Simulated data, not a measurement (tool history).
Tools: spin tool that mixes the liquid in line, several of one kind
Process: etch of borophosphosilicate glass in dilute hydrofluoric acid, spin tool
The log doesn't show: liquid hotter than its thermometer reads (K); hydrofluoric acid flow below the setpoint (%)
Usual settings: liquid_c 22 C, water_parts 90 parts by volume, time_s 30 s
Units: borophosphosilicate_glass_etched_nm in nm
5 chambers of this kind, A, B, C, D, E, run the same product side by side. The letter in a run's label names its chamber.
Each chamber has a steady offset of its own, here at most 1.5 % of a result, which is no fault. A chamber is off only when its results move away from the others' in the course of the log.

run   hour  liquid_c  water_parts  time_s  hours since the thermometer was replaced  hours since the hydrofluoric acid flow meter was replaced  read-back film thickness of the borophosphosilicate glass reference wafer, read on the same gauge (nm)  borophosphosilicate_glass_etched_nm
 1C    2.7        22           90      30                                    1241.9                                                      296.5                                                                                                  49.993                               14.137
 2D    5.6        22           90      30                                    1203.1                                                     1016.9                                                                                                  49.999                               14.687
 3E   10.4        22           90      30                                       510                                                      746.1                                                                                                  50.005                               14.078
 4A   13.4        22           90      30                                    1341.3                                                      890.9                                                                                                  50.035                               14.079
 5B   16.4        22           90      30                                     424.8                                                      902.1                                                                                                  50.012                               13.847
 6B   19.1        22           90      30                                     427.5                                                      904.8                                                                                                  50.009                               13.846
 7C   23.5        26           90      30                                    1262.7                                                      317.3                                                                                                  49.981                               16.169
 8E   26.1        26           90      30                                     525.7                                                      761.8                                                                                                  50.014                               16.433
 9D   30.2        26           90      30                                    1227.7                                                     1041.5                                                                                                  50.013                               16.758
10A   35.2        26           90      30                                    1363.1                                                      912.7                                                                                                  50.039                               16.517
11D   39.9        26           90      30                                    1237.4                                                     1051.2                                                                                                  50.001                               16.826
12A   42.6        22           90      30                                    1370.5                                                      920.1                                                                                                  50.026                                14.25
      47.5  -- chamber E: hydrofluoric acid flow meter replaced
13C   48.2        22           90      30                                    1287.4                                                        342                                                                                                  49.983                               14.152
14E   52.1        22           90      30                                     551.7                                                        4.7                                                                                                  49.992                               14.262
15B   56.5        22           90      30                                     464.9                                                      942.2                                                                                                  50.027                               14.101
16C     60        22           90      30                                    1299.2                                                      353.8                                                                                                  50.027                                14.19
17D   63.1        22           90      30                                    1260.6                                                     1074.4                                                                                                  50.011                                 14.5
18B   66.9        22           90      30                                     475.3                                                      952.6                                                                                                  49.995                               13.965
19E   69.8        22           90      30                                     569.4                                                       22.4                                                                                                  49.951                                14.18
20A   74.5        22           90      30                                    1402.4                                                        952                                                                                                   49.97                               14.095
21A   77.8        22           90      30                                    1405.7                                                      955.3                                                                                                  50.002                               13.956
22D   81.2        22           90      30                                    1278.7                                                     1092.5                                                                                                   49.97                               14.336
23B   84.3        22           50      30                                     492.7                                                        970                                                                                                  50.019                               26.947
24E   89.1        22           50      30                                     588.7                                                       41.7                                                                                                  50.002                               26.604
25C     93        22           50      30                                    1332.2                                                      386.8                                                                                                  49.982                               26.012
26D   96.2        22           50      30                                    1293.7                                                     1107.5                                                                                                  49.987                               26.652
27E  100.5        22           50      30                                     600.1                                                       53.1                                                                                                  50.029                                26.48
28C  104.2        22           90      30                                    1343.4                                                        398                                                                                                  49.983                                14.11
29B  107.6        22           90      30                                       516                                                      993.3                                                                                                  49.964                               14.211
30A  111.9        22           90      30                                    1439.8                                                      989.4                                                                                                  50.014                               14.046

Is one chamber off against the others, does the gauge drift, or is nothing wrong? If a chamber is off, say which, and what the likeliest cause is.

No chamber stands off beyond its own small offset, and the gauge holds steady.
